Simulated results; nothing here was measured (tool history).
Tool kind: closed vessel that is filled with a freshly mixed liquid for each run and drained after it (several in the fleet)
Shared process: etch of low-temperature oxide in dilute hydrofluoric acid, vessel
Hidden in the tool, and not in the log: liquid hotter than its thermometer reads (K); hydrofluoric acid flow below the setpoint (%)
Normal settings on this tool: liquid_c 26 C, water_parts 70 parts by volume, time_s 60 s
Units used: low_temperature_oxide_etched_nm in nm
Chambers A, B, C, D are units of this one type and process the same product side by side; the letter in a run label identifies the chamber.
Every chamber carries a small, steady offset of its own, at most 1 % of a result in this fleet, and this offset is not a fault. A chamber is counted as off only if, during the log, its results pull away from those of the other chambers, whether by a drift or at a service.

run,hour,liquid_c,water_parts,time_s,hours since the thermometer was replaced,hours since the hydrofluoric acid flow meter was replaced,"read-back film thickness of the low-temperature oxide reference wafer, read on the same gauge (nm)",low_temperature_oxide_etched_nm
1D,2.7,26,70,60,4.8,1010.4,150.02,25.203
2C,6.0,26,70,60,194.7,127.0,150.04,25.294
3A,11.3,26,70,60,979.6,1001.4,150.03,25.352
4B,15.7,26,70,60,2412.1,995.3,150.03,25.186
5D,21.6,26,70,60,23.7,1029.3,150.03,25.173
6C,24.3,26,70,60,213.0,145.3,150.03,25.418
7A,28.5,26,70,60,996.8,1018.6,149.99,25.345
8B,34.5,26,70,60,2430.9,1014.1,150.01,25.392
9D,37.5,26,70,60,39.6,1045.2,150.01,25.196
10B,43.3,26,70,60,2439.7,1022.9,149.97,25.366
11A,49.2,26,70,60,1017.5,1039.3,149.99,25.401
12C,52.7,26,70,60,241.4,173.7,150.01,25.281
13C,58.3,26,70,60,247.0,179.3,150.02,25.579
14A,64.3,26,70,60,1032.6,1054.4,149.98,25.503
15D,69.5,26,70,60,71.6,1077.2,150.00,25.376
16B,72.3,26,70,60,2468.7,1051.9,150.01,25.454
17B,77.5,26,70,85,2473.9,1057.1,149.98,35.880
18D,83.6,26,70,85,85.7,1091.3,150.00,35.894
19A,88.4,26,70,85,1056.7,1078.5,150.06,36.911
20C,91.7,26,70,85,280.4,212.7,150.04,35.778
21B,96.6,26,70,60,2493.0,1076.2,149.97,25.416
22C,101.6,26,70,60,290.3,222.6,150.00,25.524
23A,107.7,26,70,60,1076.0,1097.8,150.02,26.239
24D,112.0,26,70,40,114.1,1119.7,149.97,16.820
25A,117.7,26,70,40,1086.0,1107.8,150.01,17.719
26C,121.5,26,70,40,310.2,242.5,150.00,16.847
27D,127.2,26,70,40,129.3,1134.9,150.01,17.024
28B,131.6,26,70,60,2528.0,1111.2,150.05,25.379
29A,137.0,26,70,60,1105.3,1127.1,149.95,27.254
30D,143.0,26,70,85,145.1,1150.7,149.95,35.866
31B,147.7,26,70,85,2544.1,1127.3,149.96,36.155

Has any chamber moved away from the others, gradually or after a service, or does the common gauge drift, or do the chambers differ only by their own small steady offsets? State the chamber and the most likely cause if one applies.

Little by little, chamber A moves away from the other chambers.
Cause: liquid hotter than its thermometer reads (K) = 2.17.
The log may not separate it from: hydrofluoric acid flow above the setpoint (%).

Chamber A could run next with any of the 4 candidate recipes listed below; each alters the usual settings, and their results appear as question marks. Which one brings its results back in line with what the other chambers deliver on the usual settings?
To be in line, a result may differ from the other chambers' mean on the usual settings by at most: low_temperature_oxide_etched_nm 0.540 nm
32A-1,152.1,25,70,60,,,,?
32A-2,152.1,26,70,55,,,,?
32A-3,152.1,27,70,60,,,,?
32A-4,152.1,26,65,60,,,,?

On the usual settings, the other chambers give on average: low_temperature_oxide_etched_nm 25.355 nm
run,low_temperature_oxide_etched_nm
32A-1,26.461
32A-2,25.228
32A-3,28.614
32A-4,29.811
32A-2 puts the chamber back in line with the other chambers.

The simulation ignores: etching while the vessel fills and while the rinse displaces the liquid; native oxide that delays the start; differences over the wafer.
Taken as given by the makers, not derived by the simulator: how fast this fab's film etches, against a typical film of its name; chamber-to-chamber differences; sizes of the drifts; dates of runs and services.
